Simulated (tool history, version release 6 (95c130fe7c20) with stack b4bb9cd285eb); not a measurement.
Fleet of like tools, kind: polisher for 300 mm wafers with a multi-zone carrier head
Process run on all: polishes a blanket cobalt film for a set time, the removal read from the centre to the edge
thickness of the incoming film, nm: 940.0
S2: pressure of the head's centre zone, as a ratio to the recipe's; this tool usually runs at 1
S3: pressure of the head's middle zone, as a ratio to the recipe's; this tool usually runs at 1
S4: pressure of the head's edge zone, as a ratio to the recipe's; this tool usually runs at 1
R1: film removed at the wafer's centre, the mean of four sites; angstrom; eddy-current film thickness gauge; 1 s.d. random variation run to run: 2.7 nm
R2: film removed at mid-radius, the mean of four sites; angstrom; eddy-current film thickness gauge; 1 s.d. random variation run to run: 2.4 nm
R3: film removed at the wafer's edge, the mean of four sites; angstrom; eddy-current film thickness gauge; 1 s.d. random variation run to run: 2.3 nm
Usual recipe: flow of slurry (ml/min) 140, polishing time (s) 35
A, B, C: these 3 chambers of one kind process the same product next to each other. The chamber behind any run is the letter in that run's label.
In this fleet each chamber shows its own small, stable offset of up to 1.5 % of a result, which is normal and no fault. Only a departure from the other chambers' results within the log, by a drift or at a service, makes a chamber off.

run 1B hour=4.7 | flow_of_slurry_(ml/min)=140 S2=1 S3=1 S4=1 polishing_time_(s)=35 | R1=1768.3 R2=1844.7 R3=1787.2
run 2A hour=9.5 | flow_of_slurry_(ml/min)=140 S2=1 S3=1 S4=1 polishing_time_(s)=35 | R1=1787.4 R2=1835 R3=1796.6
-- hour=14 chamber C: worn pad replaced by a new one
run 3C hour=15.5 | flow_of_slurry_(ml/min)=140 S2=1 S3=1 S4=1 polishing_time_(s)=35 | R1=1760.2 R2=1850.6 R3=1789.5
run 4B hour=19.2 | flow_of_slurry_(ml/min)=140 S2=1 S3=1 S4=1 polishing_time_(s)=35 | R1=1784.8 R2=1765.1 R3=1798.9
run 5C hour=24.7 | flow_of_slurry_(ml/min)=140 S2=1 S3=1 S4=1 polishing_time_(s)=35 | R1=1758.3 R2=1786.8 R3=1736.2
run 6A hour=32.1 | flow_of_slurry_(ml/min)=140 S2=1 S3=1 S4=1 polishing_time_(s)=35 | R1=1791.6 R2=1831 R3=1771.9
-- hour=33.3 chamber B: worn pad replaced by a new one
run 7A hour=36.5 | flow_of_slurry_(ml/min)=140 S2=1 S3=1 S4=1 polishing_time_(s)=35 | R1=1793 R2=1752.9 R3=1811
-- hour=36.9 chamber A: worn pad replaced by a new one
run 8C hour=43.5 | flow_of_slurry_(ml/min)=140 S2=1.07 S3=1 S4=1 polishing_time_(s)=28 | R1=1525.9 R2=1460.2 R3=1429.9
run 9B hour=47.4 | flow_of_slurry_(ml/min)=140 S2=1.07 S3=1 S4=1 polishing_time_(s)=28 | R1=1596.2 R2=1470.9 R3=1422.4
run 10A hour=52.3 | flow_of_slurry_(ml/min)=140 S2=1.07 S3=1 S4=1 polishing_time_(s)=28 | R1=1528.1 R2=1408.4 R3=1398.1
run 11C hour=59.6 | flow_of_slurry_(ml/min)=140 S2=1 S3=1 S4=1 polishing_time_(s)=35 | R1=1760.9 R2=1756.1 R3=1753.2
run 12B hour=63.5 | flow_of_slurry_(ml/min)=140 S2=1 S3=1 S4=1.1 polishing_time_(s)=35 | R1=1794.3 R2=1761.7 R3=1830.1
run 13C hour=67.6 | flow_of_slurry_(ml/min)=140 S2=1 S3=1 S4=1.1 polishing_time_(s)=35 | R1=1795 R2=1817.9 R3=1857.6
run 14A hour=71.5 | flow_of_slurry_(ml/min)=140 S2=1 S3=1 S4=1.1 polishing_time_(s)=35 | R1=1710.6 R2=1752 R3=1840.5
-- hour=74.2 chamber B: worn pad replaced by a new one
run 15B hour=76 | flow_of_slurry_(ml/min)=140 S2=1 S3=1 S4=1 polishing_time_(s)=35 | R1=1783.1 R2=1798.7 R3=1788.7
-- hour=81.9 chamber C: worn pad replaced by a new one
run 16A hour=83.5 | flow_of_slurry_(ml/min)=140 S2=1 S3=1 S4=1 polishing_time_(s)=35 | R1=1725.1 R2=1715.4 R3=1760.5
run 17B hour=89.7 | flow_of_slurry_(ml/min)=140 S2=1 S3=1 S4=1 polishing_time_(s)=35 | R1=1802.4 R2=1764.6 R3=1764.3
run 18C hour=97.1 | flow_of_slurry_(ml/min)=140 S2=1 S3=1 S4=1 polishing_time_(s)=35 | R1=1759.7 R2=1779.6 R3=1759.9
run 19C hour=102.7 | flow_of_slurry_(ml/min)=140 S2=1 S3=1 S4=1 polishing_time_(s)=35 | R1=1799.1 R2=1817 R3=1812.9
run 20B hour=106.5 | flow_of_slurry_(ml/min)=140 S2=1 S3=1 S4=1 polishing_time_(s)=35 | R1=1765.7 R2=1745.6 R3=1798
run 21A hour=110.2 | flow_of_slurry_(ml/min)=140 S2=1 S3=1 S4=1 polishing_time_(s)=35 | R1=1671.9 R2=1682.8 R3=1690.8
-- hour=115.5 chamber B: worn pad replaced by a new one
run 22B hour=116.3 | flow_of_slurry_(ml/min)=140 S2=1 S3=1 S4=1 polishing_time_(s)=35 | R1=1763.6 R2=1800.2 R3=1781.3
-- hour=117.6 chamber A: centre zone pressure recalibrated
run 23C hour=120.6 | flow_of_slurry_(ml/min)=140 S2=1 S3=1 S4=1 polishing_time_(s)=35 | R1=1818.3 R2=1788.5 R3=1776.5
run 24A hour=124.2 | flow_of_slurry_(ml/min)=140 S2=1 S3=1 S4=1 polishing_time_(s)=35 | R1=1594.7 R2=1659.5 R3=1687.9
-- hour=124.9 chamber A: worn pad replaced by a new one
run 25C hour=130.1 | flow_of_slurry_(ml/min)=140 S2=1 S3=1 S4=1 polishing_time_(s)=35 | R1=1759.1 R2=1825.5 R3=1796.3
run 26A hour=136.5 | flow_of_slurry_(ml/min)=140 S2=1 S3=1.04 S4=1 polishing_time_(s)=35 | R1=1569.8 R2=1687.4 R3=1659.9
run 27B hour=143.9 | flow_of_slurry_(ml/min)=140 S2=1 S3=1.04 S4=1 polishing_time_(s)=35 | R1=1764.3 R2=1784.8 R3=1777.9

The same settings go to every chamber for the next run, one line per chamber below. Forecast the results for each:
run 28A hour=149.3 | flow_of_slurry_(ml/min)=140 S2=1 S3=1 S4=0.88 polishing_time_(s)=35 | R1=? R2=? R3=?
run 28B hour=149.3 | flow_of_slurry_(ml/min)=140 S2=1 S3=1 S4=0.88 polishing_time_(s)=35 | R1=? R2=? R3=?
run 28C hour=149.3 | flow_of_slurry_(ml/min)=140 S2=1 S3=1 S4=0.88 polishing_time_(s)=35 | R1=? R2=? R3=?

run=28A R1=1456 R2=1558.9 R3=1533.3
run=28B R1=1804.6 R2=1810 R3=1678.7
run=28C R1=1803.6 R2=1763.2 R3=1697.8
